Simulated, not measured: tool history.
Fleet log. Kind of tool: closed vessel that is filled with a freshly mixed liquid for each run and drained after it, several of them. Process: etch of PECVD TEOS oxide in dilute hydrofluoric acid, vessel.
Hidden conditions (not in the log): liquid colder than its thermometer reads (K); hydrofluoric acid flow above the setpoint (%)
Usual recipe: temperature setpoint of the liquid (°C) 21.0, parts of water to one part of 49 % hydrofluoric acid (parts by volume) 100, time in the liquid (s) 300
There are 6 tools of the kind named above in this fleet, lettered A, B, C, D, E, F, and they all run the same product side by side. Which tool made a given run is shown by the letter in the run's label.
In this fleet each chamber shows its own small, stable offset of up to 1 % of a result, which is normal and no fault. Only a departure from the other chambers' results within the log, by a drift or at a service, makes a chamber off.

run	day	temperature setpoint of the liquid (°C)	parts of water to one part of 49 % hydrofluoric acid (parts by volume)	time in the liquid (s)	hours since the thermometer was replaced	hours since the hydrofluoric acid flow meter was replaced	read-back film thickness of the PECVD TEOS oxide reference wafer, read on the same gauge (nm)	thickness taken off the PECVD TEOS oxide on a monitor wafer (nm)
1C	0.146	21.0	100	300	1209.5	38.7	40.000	35.789
2A	0.254	21.0	100	300	746.3	494.3	40.040	36.551
3E	0.408	21.0	100	300	660.5	629.2	40.016	36.366
4D	0.550	21.0	100	300	789.5	205.7	40.006	36.546
5F	0.754	21.0	100	300	132.3	594.5	39.991	36.188
6B	0.850	21.0	100	300	495.0	1145.0	39.987	35.621
7B	1.008	21.0	100	300	498.8	1148.8	39.998	35.975
8A	1.204	21.0	100	300	769.1	517.1	40.018	36.252
9D	1.379	21.0	100	300	809.4	225.6	39.985	35.916
10E	1.483	21.0	100	300	686.3	655.0	39.993	36.705
# day 1.608: chamber E: hydrofluoric acid flow meter replaced
11F	1.675	25.0	100	300	154.4	616.6	39.999	42.765
12C	1.875	25.0	100	300	1251.0	80.2	40.012	42.369
13B	2.033	25.0	100	300	523.4	1173.4	40.008	41.808
14E	2.196	25.0	100	300	703.4	14.2	40.013	43.005
15C	2.392	25.0	100	300	1263.4	92.6	40.001	42.323
16A	2.504	25.0	100	300	800.3	548.3	40.012	42.023
17D	2.617	21.0	100	300	839.1	255.3	40.003	35.954
18F	2.788	21.0	100	300	181.1	643.3	39.982	36.516
19D	2.992	19.5	100	230	848.1	264.3	40.005	26.059
20F	3.142	19.5	100	230	189.6	651.8	39.978	26.170
21B	3.238	19.5	100	230	552.3	1202.3	39.995	25.949
22A	3.392	19.5	100	230	821.6	569.6	40.032	26.527
23C	3.583	19.5	100	230	1292.0	121.2	39.989	26.202
24E	3.692	19.5	100	230	739.3	50.1	39.991	26.309
25B	3.821	21.0	100	300	566.3	1216.3	39.976	36.282
26E	3.912	21.0	100	300	744.6	55.4	39.988	36.254
27F	4.038	21.0	100	300	211.1	673.3	39.993	36.201
28D	4.167	25.0	100	405	876.3	292.5	39.996	56.548
29C	4.296	25.0	100	405	1309.1	138.3	40.033	57.701
30A	4.458	25.0	100	405	847.2	595.2	39.985	56.619
31A	4.567	25.0	100	405	849.8	597.8	39.969	56.392
32B	4.712	25.0	100	405	587.7	1237.7	40.012	56.606
33F	4.867	25.0	100	405	231.0	693.2	39.987	57.993
34C	5.000	21.0	100	300	1326.0	155.2	39.987	35.971
35E	5.146	21.0	100	300	774.2	85.0	40.027	36.231
36D	5.292	21.0	85	205	903.3	319.5	40.022	29.477
37E	5.467	21.0	85	205	781.9	92.7	39.973	29.398
# day 5.496: chamber D: thermometer replaced
38F	5.646	21.0	85	205	249.7	711.9	40.008	29.325
39A	5.838	21.0	85	205	880.3	628.3	40.018	29.302
40C	6.033	21.0	85	205	1350.8	180.0	39.992	29.829
41B	6.179	21.0	85	205	622.9	1272.9	39.995	29.125
42D	6.321	21.0	100	300	19.9	344.2	40.005	36.334

Each of the 6 chambers runs these same settings next. Fill in every chamber's results:
43A	6.471	21.0	100	300				?
43B	6.471	21.0	100	300				?
43C	6.471	21.0	100	300				?
43D	6.471	21.0	100	300				?
43E	6.471	21.0	100	300				?
43F	6.471	21.0	100	300				?

run	thickness taken off the PECVD TEOS oxide on a monitor wafer (nm)
43A	36.148
43B	36.253
43C	36.355
43D	36.169
43E	36.169
43F	35.742
